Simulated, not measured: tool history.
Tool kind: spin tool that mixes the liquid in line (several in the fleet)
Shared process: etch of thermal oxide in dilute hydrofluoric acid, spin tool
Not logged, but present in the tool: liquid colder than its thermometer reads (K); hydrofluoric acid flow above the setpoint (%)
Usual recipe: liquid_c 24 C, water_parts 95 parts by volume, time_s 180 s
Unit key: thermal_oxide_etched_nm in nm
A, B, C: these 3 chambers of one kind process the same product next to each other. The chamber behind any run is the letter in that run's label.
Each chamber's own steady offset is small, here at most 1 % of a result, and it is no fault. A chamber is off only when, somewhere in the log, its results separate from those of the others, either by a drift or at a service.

run    day  liquid_c  water_parts  time_s  hours since the thermometer was replaced  hours since the hydrofluoric acid flow meter was replaced  read-back film thickness of the thermal oxide reference wafer, read on the same gauge (nm)  thermal_oxide_etched_nm
 1C  0.479        24           95     180                                    1289.8                                                     1207.8                                                                                      129.98                    8.934
 2A  0.996        24           95     180                                     163.1                                                        592                                                                                      129.98                   8.8606
 3B  1.279        24           95     180                                      1674                                                        808                                                                                      129.98                   8.9183
 4B  1.754        24           95     180                                    1685.4                                                      819.4                                                                                      129.97                   8.8929
 5C  2.188        24           95     180                                    1330.8                                                     1248.8                                                                                      129.98                   8.9682
 6A  2.642        24           95     180                                     202.6                                                      631.5                                                                                      129.97                   9.0516
 7C  3.183        24           95     180                                    1354.7                                                     1272.7                                                                                         130                    8.962
 8A  3.517        24           95     145                                     223.6                                                      652.5                                                                                      129.97                    7.494
 9B    4.1        24           95     145                                    1741.7                                                      875.7                                                                                      129.96                   7.2029
10A    4.6        24           95     145                                     249.6                                                      678.5                                                                                      130.03                   7.5776
11B   5.05        24           95     180                                    1764.5                                                      898.5                                                                                         130                   8.9784
12C  5.546        24           55     135                                    1411.4                                                     1329.4                                                                                      129.96                   12.088
13C  5.988        24           55     135                                      1422                                                       1340                                                                                      130.01                   12.001
14B  6.375        24           55     135                                    1796.3                                                      930.3                                                                                      129.99                   12.028
15A  6.954        24           95     180                                     306.1                                                        735                                                                                      129.99                   9.7547
16A  7.342        20          110     180                                     315.4                                                      744.3                                                                                      129.98                   6.9278
17C  7.846        20          110     180                                    1466.6                                                     1384.6                                                                                      129.99                   6.4231
18B  8.404        20          110     180                                      1845                                                        979                                                                                      129.98                   6.4416
19C  8.658        24           95     180                                    1486.1                                                     1404.1                                                                                      129.99                   8.9883
20A  9.188        24           95     180                                     359.7                                                      788.6                                                                                      130.02                   9.9312

The same settings go to every chamber for the next run, one line per chamber below. Forecast the results for each:
21A  9.604        24           95     180                                                                                                                                                                                                                         ?
21B  9.604        24           95     180                                                                                                                                                                                                                         ?
21C  9.604        24           95     180                                                                                                                                                                                                                         ?

run  thermal_oxide_etched_nm
21A                   9.8726
21B                   9.0731
21C                   9.0635

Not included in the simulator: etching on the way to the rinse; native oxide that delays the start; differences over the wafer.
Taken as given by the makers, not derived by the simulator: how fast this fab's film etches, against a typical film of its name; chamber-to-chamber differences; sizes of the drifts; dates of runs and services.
